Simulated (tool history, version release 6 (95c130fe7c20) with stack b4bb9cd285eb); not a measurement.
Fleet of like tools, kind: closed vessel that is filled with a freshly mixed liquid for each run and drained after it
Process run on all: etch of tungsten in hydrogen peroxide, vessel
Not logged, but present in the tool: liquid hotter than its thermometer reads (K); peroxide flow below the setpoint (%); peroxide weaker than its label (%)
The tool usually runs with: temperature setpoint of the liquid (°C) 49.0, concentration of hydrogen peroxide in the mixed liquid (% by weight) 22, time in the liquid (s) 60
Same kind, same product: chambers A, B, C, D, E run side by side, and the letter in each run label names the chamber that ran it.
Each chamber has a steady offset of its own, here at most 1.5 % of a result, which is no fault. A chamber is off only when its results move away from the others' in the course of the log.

run     day  temperature setpoint of the liquid (°C)  concentration of hydrogen peroxide in the mixed liquid (% by weight)  time in the liquid (s)  hours since the thermometer was replaced  hours since the peroxide flow meter was replaced  hours since the drum of peroxide was connected  read-back film thickness of the tungsten reference wafer, read on the same gauge (nm)  thickness taken off the tungsten on a monitor wafer (nm)
 1B   0.271                                     49.0                                                                    22                      60                                     751.5                                             432.7                                           819.4                                                                                 99.993                                                   119.360
 2E   0.758                                     49.0                                                                    22                      60                                    2404.9                                            1443.9                                           377.2                                                                                100.010                                                   121.570
 3D   1.188                                     49.0                                                                    22                      60                                     252.5                                             968.9                                           309.3                                                                                100.030                                                   120.960
      1.492  -- chamber E: peroxide flow meter replaced
      1.550  -- chamber B: peroxide flow meter replaced
 4C   1.725                                     49.0                                                                    22                      60                                     703.1                                             435.7                                           124.2                                                                                100.010                                                   119.610
 5A   2.196                                     49.0                                                                    22                      60                                    2729.4                                              63.0                                           595.2                                                                                100.030                                                   120.120
 6D   2.696                                     49.0                                                                    22                      60                                     288.7                                            1005.1                                           345.5                                                                                 99.989                                                   122.870
 7B   3.225                                     49.0                                                                    22                      60                                     822.4                                              40.3                                           890.3                                                                                100.030                                                   117.460
 8A   3.654                                     49.0                                                                    22                      60                                    2764.4                                              98.0                                           630.2                                                                                100.000                                                   121.160
 9E   3.921                                     42.5                                                                    22                      60                                    2480.8                                              58.4                                           453.1                                                                                 99.996                                                    81.632
10C   4.238                                     42.5                                                                    22                      60                                     763.4                                             496.0                                           184.5                                                                                 99.971                                                    80.142
11C   4.625                                     42.5                                                                    22                      60                                     772.7                                             505.3                                           193.8                                                                                100.030                                                    79.957
12B   4.967                                     42.5                                                                    22                      60                                     864.2                                              82.1                                           932.1                                                                                100.020                                                    79.273
13A   5.388                                     42.5                                                                    22                      60                                    2806.0                                             139.6                                           671.8                                                                                100.030                                                    80.650
14E   5.796                                     49.0                                                                    22                      60                                    2525.8                                             103.4                                           498.1                                                                                 99.983                                                   120.750
15D   6.329                                     49.0                                                                    22                      60                                     375.9                                            1092.3                                           432.7                                                                                 99.979                                                   123.600
      6.462  -- chamber D: new drum of peroxide connected
16D   6.617                                     49.0                                                                    22                      60                                     382.8                                            1099.2                                             3.7                                                                                 99.971                                                   124.070
17A   6.938                                     49.0                                                                    22                      60                                    2843.2                                             176.8                                           709.0                                                                                 99.993                                                   122.260
18E   7.225                                     49.0                                                                    22                      60                                    2560.1                                             137.7                                           532.4                                                                                 99.996                                                   121.610
19B   7.550                                     49.0                                                                    22                      60                                     926.2                                             144.1                                           994.1                                                                                 99.986                                                   119.450
20C   7.879                                     49.0                                                                    22                      60                                     850.8                                             583.4                                           271.9                                                                                 99.964                                                   120.460
21B   8.283                                     49.0                                                                    22                      60                                     943.8                                             161.7                                          1011.7                                                                                 99.985                                                   119.590
22C   8.696                                     49.0                                                                    22                      60                                     870.4                                             603.0                                           291.5                                                                                100.040                                                   119.610
23A   9.158                                     49.0                                                                    22                      60                                    2896.5                                             230.1                                           762.3                                                                                100.010                                                   120.340
24E   9.721                                     49.0                                                                    22                      60                                    2620.0                                             197.6                                           592.3                                                                                100.040                                                   122.960
25D  10.179                                     49.0                                                                    22                      60                                     468.3                                            1184.7                                            89.2                                                                                 99.999                                                   124.330
     10.600  -- chamber A: thermometer replaced
26B  10.683                                     49.0                                                                    22                      60                                    1001.4                                             219.3                                          1069.3                                                                                 99.995                                                   117.870
27C  11.112                                     49.0                                                                    22                      60                                     928.4                                             661.0                                           349.5                                                                                 99.999                                                   119.260
28E  11.429                                     49.0                                                                    22                      60                                    2661.0                                             238.6                                           633.3                                                                                 99.985                                                   122.570
29D  11.700                                     49.0                                                                    22                      60                                     504.8                                            1221.2                                           125.7                                                                                100.000                                                   127.980
     11.975  -- chamber B: thermometer replaced
30A  12.167                                     43.5                                                                    22                      60                                      37.6                                             302.3                                           834.5                                                                                 99.970                                                    85.421
31C  12.433                                     43.5                                                                    22                      60                                     960.1                                             692.7                                           381.2                                                                                 99.982                                                    84.724
     12.879  -- chamber C: peroxide flow meter replaced
32B  12.908                                     43.5                                                                    22                      60                                      22.5                                             272.7                                          1122.7                                                                                 99.997                                                    84.192
33D  13.375                                     43.5                                                                    22                      60                                     545.0                                            1261.4                                           165.9                                                                                 99.970                                                    89.985
34E  13.796                                     43.5                                                                    22                      60                                    2717.8                                             295.4                                           690.1                                                                                 99.960                                                    86.041
35A  14.092                                     49.0                                                                    22                      60                                      83.8                                             348.5                                           880.7                                                                                100.010                                                   121.330
     14.250  -- chamber C: new drum of peroxide connected
36B  14.338                                     49.0                                                                    22                      60                                      56.8                                             307.0                                          1157.0                                                                                100.030                                                   119.910
37D  14.829                                     49.0                                                                    22                      60                                     579.9                                            1296.3                                           200.8                                                                                100.020                                                   126.920
38A  15.367                                     49.0                                                                    22                      60                                     114.4                                             379.1                                           911.3                                                                                 99.998                                                   120.750
39C  15.675                                     49.0                                                                    22                      60                                    1037.9                                              67.1                                            34.3                                                                                100.000                                                   120.200
     15.975  -- chamber E: thermometer replaced
40E  16.058                                     49.0                                                                    24                      45                                       2.1                                             349.7                                           744.4                                                                                 99.987                                                    94.660
41B  16.446                                     49.0                                                                    24                      45                                     107.4                                             357.6                                          1207.6                                                                                 99.970                                                    92.385
42C  16.712                                     49.0                                                                    24                      45                                    1062.8                                              92.0                                            59.2                                                                                100.020                                                    93.527

For the next run the whole fleet of 5 chambers uses the same settings. Give each chamber's results:
43A  17.112                                     49.0                                                                    22                      60                                                                                                                                                                                                                                                                                            ?
43B  17.112                                     49.0                                                                    22                      60                                                                                                                                                                                                                                                                                            ?
43C  17.112                                     49.0                                                                    22                      60                                                                                                                                                                                                                                                                                            ?
43D  17.112                                     49.0                                                                    22                      60                                                                                                                                                                                                                                                                                            ?
43E  17.112                                     49.0                                                                    22                      60                                                                                                                                                                                                                                                                                            ?

run  thickness taken off the tungsten on a monitor wafer (nm)
43A                                                   121.030
43B                                                   117.460
43C                                                   120.360
43D                                                   127.040
43E                                                   120.230
